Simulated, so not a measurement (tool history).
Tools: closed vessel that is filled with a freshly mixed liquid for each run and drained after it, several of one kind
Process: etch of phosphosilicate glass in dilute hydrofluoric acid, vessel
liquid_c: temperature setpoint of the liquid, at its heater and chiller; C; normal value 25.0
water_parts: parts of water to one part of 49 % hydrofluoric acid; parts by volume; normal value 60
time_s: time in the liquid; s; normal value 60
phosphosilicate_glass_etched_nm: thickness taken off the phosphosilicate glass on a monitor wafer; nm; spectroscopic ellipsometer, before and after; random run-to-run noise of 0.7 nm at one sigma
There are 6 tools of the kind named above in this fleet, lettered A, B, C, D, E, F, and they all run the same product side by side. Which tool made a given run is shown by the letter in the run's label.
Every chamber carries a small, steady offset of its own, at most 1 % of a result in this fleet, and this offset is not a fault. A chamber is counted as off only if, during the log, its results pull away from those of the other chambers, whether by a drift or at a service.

run   hour  liquid_c  water_parts  time_s  read-back film thickness of the phosphosilicate glass reference wafer, read on the same gauge (nm)  phosphosilicate_glass_etched_nm
 1D    5.3      25.0           60      60                                                                                              120.02                           73.942
 2E   10.0      25.0           60      60                                                                                              120.03                           74.611
 3C   14.3      25.0           60      60                                                                                              120.01                           74.319
 4F   19.8      25.0           60      60                                                                                              120.01                           74.709
 5A   22.8      25.0           60      60                                                                                              120.01                           74.278
 6B   27.7      25.0           60      60                                                                                              120.05                           75.145
 7C   33.0      20.5           60      60                                                                                              120.03                           62.065
 8F   38.8      20.5           60      60                                                                                              120.00                           62.909
 9A   44.8      20.5           60      60                                                                                              120.00                           61.872
10D   50.4      20.5           60      60                                                                                              119.96                           61.951
11B   54.4      20.5           60      60                                                                                              119.97                           62.645
12E   60.0      20.5           60      60                                                                                              120.05                           60.655
13D   65.7      25.0           60      60                                                                                              119.98                           74.721
14C   69.7      25.0           60      60                                                                                              120.01                           72.540
15A   72.6      25.0           50      60                                                                                              120.04                           90.262
16F   78.6      25.0           50      60                                                                                              119.99                           89.726
17B   81.9      25.0           50      60                                                                                              120.03                           89.499
18E   85.4      25.0           50      60                                                                                              120.02                           89.907
19A   89.7      25.0           50      60                                                                                              119.96                           90.770
20B   92.8      25.0           50      60                                                                                              120.02                           89.223
21C   98.2      25.0           60      60                                                                                              119.98                           74.058
22D  103.6      25.0           60      60                                                                                              120.05                           72.709
23F  108.5      25.0           60      60                                                                                              119.98                           74.687
     113.0  -- chamber A: thermometer replaced
24E  114.2      25.0           60      60                                                                                              120.02                           73.816
25A  116.9      25.0           60      60                                                                                              120.03                           74.164
26C  122.9      25.0           60      60                                                                                              119.98                           74.889
27F  127.4      25.0           60      60                                                                                              119.98                           74.281
28E  130.4      25.0           60      60                                                                                              120.00                           73.136
29B  134.8      25.0           60      60                                                                                              120.01                           75.514
30D  138.6      25.0           60      60                                                                                              119.98                           74.259
31A  144.6      25.0           60      60                                                                                              120.02                           72.217
32F  149.7      22.5           60      60                                                                                              119.94                           66.962
33C  155.4      22.5           60      60                                                                                              120.01                           65.477
     157.9  -- chamber E: hydrofluoric acid flow meter replaced
34E  160.6      22.5           60      60                                                                                              120.02                           65.848
35B  165.9      22.5           60      60                                                                                              120.02                           67.865
36D  169.7      22.5           60      60                                                                                              119.99                           67.210

Has any chamber moved away from the others, gradually or after a service, or does the common gauge drift, or do the chambers differ only by their own small steady offsets? State the chamber and the most likely cause if one applies.

The fleet is healthy, with each chamber sitting at its usual small offset and no drift in the gauge.

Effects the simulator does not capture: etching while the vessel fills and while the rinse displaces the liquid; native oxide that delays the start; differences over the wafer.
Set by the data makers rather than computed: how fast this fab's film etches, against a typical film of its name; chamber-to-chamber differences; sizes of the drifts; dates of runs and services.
